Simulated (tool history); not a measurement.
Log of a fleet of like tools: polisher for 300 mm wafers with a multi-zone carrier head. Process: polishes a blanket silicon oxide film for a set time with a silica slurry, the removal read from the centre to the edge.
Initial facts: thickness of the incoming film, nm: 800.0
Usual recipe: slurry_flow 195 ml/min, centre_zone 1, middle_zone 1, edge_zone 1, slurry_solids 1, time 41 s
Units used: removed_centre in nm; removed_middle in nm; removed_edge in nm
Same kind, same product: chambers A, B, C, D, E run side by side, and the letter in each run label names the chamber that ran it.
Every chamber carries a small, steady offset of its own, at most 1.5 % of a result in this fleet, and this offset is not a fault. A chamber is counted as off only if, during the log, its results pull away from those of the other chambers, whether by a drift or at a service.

run	day	slurry_flow	centre_zone	middle_zone	edge_zone	slurry_solids	time	wafers polished on this pad	hours since the slurry nozzle was cleaned	hours since the centre zone pressure was calibrated	hours since the edge zone pressure was calibrated	removed_centre	removed_middle	removed_edge
1D	0.104	195	1	1	1	1	41	191	296	470.6	122.5	109.16	107.17	108.18
2A	0.296	195	1	1	1	1	41	644	146.5	147.4	7.8	111.33	105.27	106.35
3C	0.408	195	1	1	1	1	41	1282	18.3	142	461.6	106	107.21	106.5
4E	0.504	195	1	1	1	1	41	212	886.8	384	809.9	104.24	105.56	105.98
# day 0.583: chamber C: worn pad replaced by a new one
5B	0.6	195	1	1.12	1	1	30	408	131.9	1410.8	191.4	79.011	87.513	76.515
6C	0.708	195	1	1.12	1	1	30	49	25.5	149.2	468.8	78.823	87.821	76.822
# day 0.808: chamber A: worn pad replaced by a new one
7E	0.9	195	1	1.12	1	1	30	366	896.3	393.5	819.4	78.4	84.519	78.132
8A	0.992	195	1	1.12	1	1	30	72	163.2	164.1	24.5	79.667	86.702	79.027
9D	1.154	195	1	1.12	1	1	30	599	321.2	495.8	147.7	76.557	86.792	77.243
10B	1.304	195	1	1	1	1	41	681	148.8	1427.7	208.3	109.33	106.78	109.35
11E	1.417	195	1	1	1	1	41	567	908.7	405.9	831.8	107.94	105.17	105
# day 1.504: chamber D: slurry nozzle cleaned
12B	1.558	195	1	1	1	1	41	780	154.9	1433.8	214.4	108.46	107.3	106.48
# day 1.583: chamber D: worn pad replaced by a new one
13A	1.758	195	1	1	1	1	41	371	181.6	182.5	42.9	108.21	105.62	106.46
14D	1.892	195	1	1	1	1	41	120	9.3	513.5	165.4	106.35	106.23	103.41
15C	2.012	195	1	1	1	1	41	557	56.8	180.5	500.1	108.68	108.1	105.88
16E	2.129	195	1	1	1	1	41	844	925.8	423	848.9	106.63	105.53	105.44
# day 2.221: chamber E: worn pad replaced by a new one
17D	2.233	195	1	1	1	1	41	253	17.5	521.7	173.6	107.91	107.59	107.85
18C	2.392	195	1	1	1	1	41	704	65.9	189.6	509.2	108.5	107.29	107.24
# day 2.404: chamber B: centre zone pressure recalibrated
# day 2.492: chamber B: worn pad replaced by a new one
19B	2.567	195	1	1	1	1	41	30	179.1	4	238.6	106.68	106.61	107.03
20A	2.708	195	1	1	1	1	41	740	204.4	205.3	65.7	108.61	106.1	106.32
21D	2.879	195	1	1	1	1	41	505	33	537.2	189.1	107.19	107.05	103.28
# day 2.9: chamber A: worn pad replaced by a new one
22E	3.021	195	1.1	1	1	1	50	312	947.2	444.4	870.3	143.67	126.58	132.65
23C	3.154	195	1.1	1	1	1	50	1001	84.2	207.9	527.5	146.02	132.19	129.83
24B	3.296	195	1.1	1	1	1	50	314	196.6	21.5	256.1	145.49	129.62	129.06
# day 3.321: chamber D: worn pad replaced by a new one
25A	3.467	195	1.1	1	1	1	50	220	222.6	223.5	83.9	147.69	130.31	130.48
# day 3.583: chamber E: slurry nozzle cleaned
26C	3.612	195	1.1	1	1	1	50	1179	95.2	218.9	538.5	142.45	130.47	130.72
27E	3.804	195	1	1	1	1	41	616	5.3	463.2	889.1	101.92	105.12	105.67
28B	3.896	195	1	1	1	1	41	547	211	35.9	270.5	107.67	106.39	105.59
29D	4.008	195	1	1	1	1	41	267	60.1	564.3	216.2	107.63	106.65	105.97
30A	4.108	195	1	1	1	1	41	470	238	238.9	99.3	105.97	106.39	106.27
# day 4.171: chamber E: worn pad replaced by a new one
31E	4.246	195	1	1	1	1	41	29	15.9	473.8	899.7	101.02	106.85	106.51
32D	4.383	195	1	1	1	1	41	413	69.1	573.3	225.2	107.52	107.22	110.33
# day 4.454: chamber C: worn pad replaced by a new one
33C	4.529	195	1	1	1	1	41	30	117.2	240.9	560.5	106.12	106.95	105.69
34B	4.633	195	0.95	1	1	1	41	834	228.7	53.6	288.2	104.17	108.2	108.99
35A	4.788	195	0.95	1	1	1	41	734	254.3	255.2	115.6	98.017	105.27	108.26
# day 4.912: chamber A: worn pad replaced by a new one
36A	4.938	195	0.95	1	1	1	41	10	257.9	258.8	119.2	102.29	106.66	104.67
37B	5.092	195	0.95	1	1	1	41	1012	239.7	64.6	299.2	101.01	106.02	107.06
38E	5.192	195	0.95	1	1	1	41	397	38.6	496.5	922.4	91.739	105.73	108.88
39D	5.333	195	1	1	1	1	41	783	91.9	596.1	248	108.29	106.49	106.16
# day 5.425: chamber D: worn pad replaced by a new one
40C	5.462	195	1	1	1	1	41	393	139.6	263.3	582.9	109.69	107.8	106.93
41D	5.592	195	1	1	1	1	41	65	98.1	602.3	254.2	107.68	106.76	103.79
42C	5.762	195	1	1	1	1	41	510	146.8	270.5	590.1	103.78	108.11	107.48

Next, all 5 chambers run the settings below, one line each with question marks for the results. What does each chamber give?
43A	5.904	195	1	1	1	1	41					?	?	?
43B	5.904	195	1	1	1	1	41					?	?	?
43C	5.904	195	1	1	1	1	41					?	?	?
43D	5.904	195	1	1	1	1	41					?	?	?
43E	5.904	195	1	1	1	1	41					?	?	?

run	removed_centre	removed_middle	removed_edge
43A	106.13	106.53	103.82
43B	106.17	106.05	106.97
43C	109.52	107.23	106.27
43D	105.86	106.71	106.75
43E	97.41	104.4	106.07
